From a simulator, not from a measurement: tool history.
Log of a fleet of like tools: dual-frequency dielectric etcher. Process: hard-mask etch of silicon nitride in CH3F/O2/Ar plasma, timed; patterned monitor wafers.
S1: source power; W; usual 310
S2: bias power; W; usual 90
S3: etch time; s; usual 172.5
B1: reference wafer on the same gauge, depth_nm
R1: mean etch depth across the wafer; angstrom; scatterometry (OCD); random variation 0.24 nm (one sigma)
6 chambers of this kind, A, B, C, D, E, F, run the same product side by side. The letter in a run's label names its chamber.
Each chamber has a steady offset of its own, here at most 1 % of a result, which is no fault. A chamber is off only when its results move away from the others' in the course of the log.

{"run": "1F", "hour": 13.0, "S1": 310, "S2": 90, "S3": 172.5, "B1": 101.03, "R1": 1178.2}
{"run": "2D", "hour": 21.9, "S1": 310, "S2": 90, "S3": 172.5, "B1": 101.02, "R1": 1186.9}
{"run": "3B", "hour": 31.1, "S1": 310, "S2": 90, "S3": 172.5, "B1": 100.97, "R1": 1195.7}
{"run": "4A", "hour": 42.9, "S1": 310, "S2": 90, "S3": 172.5, "B1": 101.01, "R1": 1190.3}
{"run": "5E", "hour": 52.2, "S1": 310, "S2": 90, "S3": 172.5, "B1": 101.02, "R1": 1182.4}
{"run": "6C", "hour": 61.3, "S1": 310, "S2": 90, "S3": 172.5, "B1": 101.0, "R1": 1189.4}
{"run": "7A", "hour": 70.0, "S1": 310, "S2": 90, "S3": 172.5, "B1": 100.98, "R1": 1188.2}
{"run": "8C", "hour": 77.5, "S1": 310, "S2": 90, "S3": 172.5, "B1": 100.93, "R1": 1191.0}
{"run": "9F", "hour": 84.0, "S1": 310, "S2": 90, "S3": 172.5, "B1": 100.95, "R1": 1182.9}
{"run": "10E", "hour": 94.8, "S1": 310, "S2": 90, "S3": 172.5, "B1": 101.03, "R1": 1180.4}
{"run": "11B", "hour": 102.6, "S1": 310, "S2": 90, "S3": 147.5, "B1": 101.03, "R1": 1018.9}
{"run": "12D", "hour": 113.4, "S1": 310, "S2": 90, "S3": 147.5, "B1": 100.98, "R1": 1014.8}
{"run": "13F", "hour": 125.6, "S1": 310, "S2": 90, "S3": 147.5, "B1": 101.03, "R1": 1015.7}
{"run": "14C", "hour": 140.4, "S1": 310, "S2": 90, "S3": 147.5, "B1": 101.01, "R1": 1015.7}
{"hour": 140.9, "done": "chamber B: wet clean of the chamber"}
{"run": "15D", "hour": 149.7, "S1": 310, "S2": 90, "S3": 147.5, "B1": 101.01, "R1": 1013.9}
{"run": "16B", "hour": 157.7, "S1": 310, "S2": 90, "S3": 147.5, "B1": 100.98, "R1": 1018.8}
{"run": "17A", "hour": 170.9, "S1": 310, "S2": 90, "S3": 172.5, "B1": 101.0, "R1": 1189.5}
{"run": "18E", "hour": 182.6, "S1": 370, "S2": 90, "S3": 172.5, "B1": 100.99, "R1": 1263.2}
{"run": "19B", "hour": 192.4, "S1": 370, "S2": 90, "S3": 172.5, "B1": 101.01, "R1": 1273.8}
{"run": "20E", "hour": 201.6, "S1": 370, "S2": 90, "S3": 172.5, "B1": 100.96, "R1": 1262.1}
{"run": "21C", "hour": 214.2, "S1": 370, "S2": 90, "S3": 172.5, "B1": 100.94, "R1": 1271.8}
{"run": "22F", "hour": 223.9, "S1": 370, "S2": 90, "S3": 172.5, "B1": 101.0, "R1": 1265.6}
{"hour": 228.4, "done": "chamber A: wet clean of the chamber"}
{"run": "23A", "hour": 235.7, "S1": 370, "S2": 90, "S3": 172.5, "B1": 100.98, "R1": 1270.0}
{"run": "24D", "hour": 243.1, "S1": 310, "S2": 90, "S3": 172.5, "B1": 101.01, "R1": 1180.2}
{"run": "25F", "hour": 250.2, "S1": 380, "S2": 90, "S3": 209.5, "B1": 101.02, "R1": 1554.5}
{"hour": 250.3, "done": "chamber D: wet clean of the chamber"}
{"run": "26A", "hour": 256.9, "S1": 380, "S2": 90, "S3": 209.5, "B1": 101.01, "R1": 1559.6}
{"hour": 262.9, "done": "chamber F: wet clean of the chamber"}
{"hour": 265.8, "done": "chamber E: source power generator calibrated"}
{"run": "27B", "hour": 265.9, "S1": 380, "S2": 90, "S3": 209.5, "B1": 100.95, "R1": 1561.8}
{"run": "28D", "hour": 279.9, "S1": 380, "S2": 90, "S3": 209.5, "B1": 101.06, "R1": 1555.7}
{"run": "29C", "hour": 293.3, "S1": 380, "S2": 90, "S3": 209.5, "B1": 101.03, "R1": 1555.7}
{"hour": 298.3, "done": "chamber C: wet clean of the chamber"}
{"run": "30E", "hour": 301.4, "S1": 380, "S2": 90, "S3": 209.5, "B1": 101.01, "R1": 1547.2}
{"run": "31E", "hour": 311.6, "S1": 310, "S2": 90, "S3": 172.5, "B1": 100.97, "R1": 1180.2}
{"run": "32D", "hour": 320.3, "S1": 310, "S2": 90, "S3": 172.5, "B1": 101.02, "R1": 1183.8}
{"run": "33A", "hour": 332.8, "S1": 310, "S2": 90, "S3": 172.5, "B1": 100.98, "R1": 1188.7}
{"run": "34B", "hour": 341.8, "S1": 310, "S2": 90, "S3": 172.5, "B1": 100.98, "R1": 1195.8}
{"run": "35C", "hour": 354.7, "S1": 310, "S2": 90, "S3": 172.5, "B1": 101.02, "R1": 1191.6}
{"run": "36F", "hour": 362.6, "S1": 310, "S2": 90, "S3": 172.5, "B1": 101.04, "R1": 1183.1}

Next, every chamber runs the same settings. What will each give?
{"run": "37A", "hour": 373.2, "S1": 310, "S2": 90, "S3": 172.5, "R1": "?"}
{"run": "37B", "hour": 373.2, "S1": 310, "S2": 90, "S3": 172.5, "R1": "?"}
{"run": "37C", "hour": 373.2, "S1": 310, "S2": 90, "S3": 172.5, "R1": "?"}
{"run": "37D", "hour": 373.2, "S1": 310, "S2": 90, "S3": 172.5, "R1": "?"}
{"run": "37E", "hour": 373.2, "S1": 310, "S2": 90, "S3": 172.5, "R1": "?"}
{"run": "37F", "hour": 373.2, "S1": 310, "S2": 90, "S3": 172.5, "R1": "?"}

run=37A R1=1192.6
run=37B R1=1196.2
run=37C R1=1187.3
run=37D R1=1183.0
run=37E R1=1180.2
run=37F R1=1182.0
